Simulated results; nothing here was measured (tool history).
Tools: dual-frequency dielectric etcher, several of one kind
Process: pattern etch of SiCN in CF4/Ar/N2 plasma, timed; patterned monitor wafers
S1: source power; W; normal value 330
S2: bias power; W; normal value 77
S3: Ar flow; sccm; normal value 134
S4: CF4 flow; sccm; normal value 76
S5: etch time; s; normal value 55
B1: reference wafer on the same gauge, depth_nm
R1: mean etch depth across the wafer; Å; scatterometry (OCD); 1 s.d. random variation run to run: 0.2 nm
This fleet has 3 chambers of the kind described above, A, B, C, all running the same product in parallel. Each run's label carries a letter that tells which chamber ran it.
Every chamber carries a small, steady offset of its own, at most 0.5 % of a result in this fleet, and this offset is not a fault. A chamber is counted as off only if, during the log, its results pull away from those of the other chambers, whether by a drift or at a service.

Run 1C, hour 9.6: usual settings; B1 42.736. Result: R1 354.95 Å.
Run 2A, hour 22.9: usual settings; B1 42.805. Result: R1 356.86 Å.
Run 3B, hour 30.8: usual settings; B1 42.799. Result: R1 355.47 Å.
Run 4A, hour 42.9: usual settings; B1 42.784. Result: R1 361.18 Å.
Run 5B, hour 54: usual settings but S1 410 W; B1 42.792. Result: R1 427.33 Å.
Run 6C, hour 67.2: usual settings but S1 410 W; B1 42.804. Result: R1 427.01 Å.
Run 7C, hour 80.9: usual settings but S1 410 W; B1 42.853. Result: R1 433.66 Å.
Run 8A, hour 94.9: usual settings; B1 42.779. Result: R1 361.72 Å.
Run 9B, hour 104: usual settings; B1 42.826. Result: R1 358.66 Å.
Run 10A, hour 114.8: usual settings; B1 42.839. Result: R1 361.38 Å.
Run 11C, hour 128.2: usual settings but S2 91 W, S5 47 s; B1 42.801. Result: R1 329.19 Å.
Run 12B, hour 141.1: usual settings but S2 91 W, S5 47 s; B1 42.808. Result: R1 324.52 Å.
Run 13A, hour 152.3: usual settings but S2 91 W, S5 47 s; B1 42.826. Result: R1 327.78 Å.
Run 14B, hour 163.4: usual settings; B1 42.806. Result: R1 356.1 Å.
Run 15C, hour 178.8: usual settings; B1 42.783. Result: R1 360.53 Å.
At hour 185.7: chamber A: wet clean of the chamber.
Run 16A, hour 186.3: usual settings; B1 42.82. Result: R1 359.72 Å.
Run 17C, hour 197.1: usual settings but S5 40.5 s; B1 42.799. Result: R1 263.29 Å.
Run 18B, hour 210: usual settings but S5 40.5 s; B1 42.837. Result: R1 260.06 Å.
At hour 225.8: chamber B: wet clean of the chamber.
Run 19C, hour 225.8: usual settings but S5 40.5 s; B1 42.775. Result: R1 260.96 Å.
Run 20B, hour 237.9: usual settings; B1 42.786. Result: R1 357.36 Å.
At hour 238.5: chamber A: CF4 flow controller replaced.
Run 21A, hour 249.2: usual settings; B1 42.824. Result: R1 359.41 Å.
Run 22C, hour 256.6: usual settings; B1 42.786. Result: R1 357.12 Å.
Run 23B, hour 271.2: usual settings but S1 300 W, S4 91 sccm; B1 42.763. Result: R1 342.13 Å.
Run 24A, hour 287.1: usual settings but S1 300 W, S4 91 sccm; B1 42.829. Result: R1 339.06 Å.
Run 25C, hour 296.5: usual settings but S1 300 W, S4 91 sccm; B1 42.791. Result: R1 337.12 Å.
Run 26B, hour 306.7: usual settings; B1 42.817. Result: R1 356.01 Å.
Run 27A, hour 315.1: usual settings; B1 42.788. Result: R1 357.21 Å.
Run 28B, hour 329.1: usual settings; B1 42.784. Result: R1 357.5 Å.
Run 29C, hour 336.4: usual settings; B1 42.808. Result: R1 356.96 Å.

The same settings go to every chamber for the next run, one line per chamber below. Forecast the results for each:
Run 30A, hour 347.9: usual settings. Result: R1 ?.
Run 30B, hour 347.9: usual settings. Result: R1 ?.
Run 30C, hour 347.9: usual settings. Result: R1 ?.

run      R1
30A  357.73
30B  356.67
30C  357.26
